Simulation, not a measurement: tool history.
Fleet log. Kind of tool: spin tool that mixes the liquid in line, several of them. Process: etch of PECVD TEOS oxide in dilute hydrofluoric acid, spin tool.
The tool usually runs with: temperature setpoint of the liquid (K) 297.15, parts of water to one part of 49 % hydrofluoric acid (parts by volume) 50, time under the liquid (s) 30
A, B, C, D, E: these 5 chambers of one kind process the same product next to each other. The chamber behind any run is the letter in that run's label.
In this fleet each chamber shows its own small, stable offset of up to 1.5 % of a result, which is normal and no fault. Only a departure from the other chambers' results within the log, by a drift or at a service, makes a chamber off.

| run | hour | temperature setpoint of the liquid (K) | parts of water to one part of 49 % hydrofluoric acid (parts by volume) | time under the liquid (s) | hours since the thermometer was replaced | hours since the hydrofluoric acid flow meter was replaced | read-back film thickness of the PECVD TEOS oxide reference wafer, read on the same gauge (nm) | thickness taken off the PECVD TEOS oxide on a monitor wafer (nm) |
|---|---|---|---|---|---|---|---|---|
| 1E | 6.8 | 297.15 | 50 | 30 | 544.5 | 1205.5 | 80.017 | 12.768 |
| 2D | 12.4 | 297.15 | 50 | 30 | 96.8 | 2220.7 | 79.978 | 12.943 |
|  | 16.8 | chamber D: hydrofluoric acid flow meter replaced |
| 3C | 20.2 | 297.15 | 50 | 30 | 343.8 | 774.6 | 79.976 | 12.711 |
| 4B | 27.3 | 297.15 | 50 | 30 | 363.2 | 1498.7 | 80.05 | 13.03 |
| 5A | 34.5 | 302.15 | 50 | 40 | 819.3 | 694.7 | 80.038 | 21.042 |
| 6A | 38.9 | 302.15 | 50 | 40 | 823.7 | 699.1 | 79.972 | 21.11 |
| 7E | 44.4 | 302.15 | 50 | 40 | 582.1 | 1243.1 | 79.962 | 21.132 |
| 8D | 50.5 | 302.15 | 50 | 40 | 134.9 | 33.7 | 79.994 | 20.83 |
| 9B | 58.1 | 302.15 | 50 | 40 | 394 | 1529.5 | 80.013 | 21.292 |
| 10C | 64.8 | 297.15 | 50 | 30 | 388.4 | 819.2 | 79.945 | 12.583 |
| 11A | 71.9 | 300.65 | 70 | 30 | 856.7 | 732.1 | 79.989 | 10.141 |
| 12B | 75.5 | 300.65 | 70 | 30 | 411.4 | 1546.9 | 80.016 | 10.229 |
| 13C | 79 | 300.65 | 70 | 30 | 402.6 | 833.4 | 79.97 | 10.333 |
| 14E | 86.3 | 300.65 | 70 | 30 | 624 | 1285 | 80.011 | 10.409 |
| 15D | 93.4 | 300.65 | 70 | 30 | 177.8 | 76.6 | 80.043 | 10.344 |
| 16C | 97 | 297.15 | 50 | 30 | 420.6 | 851.4 | 79.969 | 12.861 |
| 17E | 102 | 297.15 | 50 | 30 | 639.7 | 1300.7 | 80.02 | 13.101 |
|  | 106.4 | chamber C: hydrofluoric acid flow meter replaced |
| 18A | 108.7 | 297.15 | 50 | 30 | 893.5 | 768.9 | 80.042 | 12.847 |
|  | 111.7 | chamber B: hydrofluoric acid flow meter replaced |
| 19D | 112.1 | 297.15 | 50 | 30 | 196.5 | 95.3 | 80.009 | 12.735 |
| 20B | 117.8 | 300.65 | 50 | 35 | 453.7 | 6.1 | 80.044 | 17.47 |
| 21D | 122.4 | 300.65 | 50 | 35 | 206.8 | 105.6 | 80.012 | 17.596 |
| 22C | 128.7 | 300.65 | 50 | 35 | 452.3 | 22.3 | 79.996 | 17.281 |
| 23A | 133.2 | 300.65 | 50 | 35 | 918 | 793.4 | 79.934 | 17.497 |
| 24B | 137.9 | 300.65 | 50 | 35 | 473.8 | 26.2 | 80.016 | 17.407 |
| 25E | 144.8 | 297.15 | 50 | 30 | 682.5 | 1343.5 | 80.024 | 13.063 |
| 26B | 152.2 | 297.15 | 50 | 30 | 488.1 | 40.5 | 80.003 | 13.132 |
| 27D | 156.2 | 297.15 | 50 | 30 | 240.6 | 139.4 | 79.975 | 13.001 |
| 28C | 159.9 | 297.15 | 50 | 30 | 483.5 | 53.5 | 79.977 | 12.564 |
| 29A | 166.2 | 297.15 | 50 | 30 | 951 | 826.4 | 80.036 | 13.026 |
| 30E | 173.4 | 297.15 | 50 | 30 | 711.1 | 1372.1 | 80.014 | 13.013 |
| 31A | 181.1 | 297.15 | 50 | 30 | 965.9 | 841.3 | 79.948 | 12.867 |
| 32D | 188.5 | 297.15 | 50 | 30 | 272.9 | 171.7 | 80.021 | 12.611 |
| 33B | 194.6 | 297.15 | 50 | 30 | 530.5 | 82.9 | 80.004 | 12.869 |
| 34C | 200.5 | 297.15 | 50 | 30 | 524.1 | 94.1 | 80.035 | 12.714 |
| 35E | 203.9 | 299.65 | 50 | 30 | 741.6 | 1402.6 | 80.008 | 14.377 |
| 36D | 210.5 | 299.65 | 50 | 30 | 294.9 | 193.7 | 80.048 | 14.13 |

Next, every chamber runs the same settings. What will each give?
| 37A | 216.1 | 297.15 | 50 | 30 |  |  |  | ? |
| 37B | 216.1 | 297.15 | 50 | 30 |  |  |  | ? |
| 37C | 216.1 | 297.15 | 50 | 30 |  |  |  | ? |
| 37D | 216.1 | 297.15 | 50 | 30 |  |  |  | ? |
| 37E | 216.1 | 297.15 | 50 | 30 |  |  |  | ? |

| run | thickness taken off the PECVD TEOS oxide on a monitor wafer (nm) |
|---|---|
| 37A | 12.753 |
| 37B | 12.652 |
| 37C | 12.809 |
| 37D | 13.106 |
| 37E | 12.952 |

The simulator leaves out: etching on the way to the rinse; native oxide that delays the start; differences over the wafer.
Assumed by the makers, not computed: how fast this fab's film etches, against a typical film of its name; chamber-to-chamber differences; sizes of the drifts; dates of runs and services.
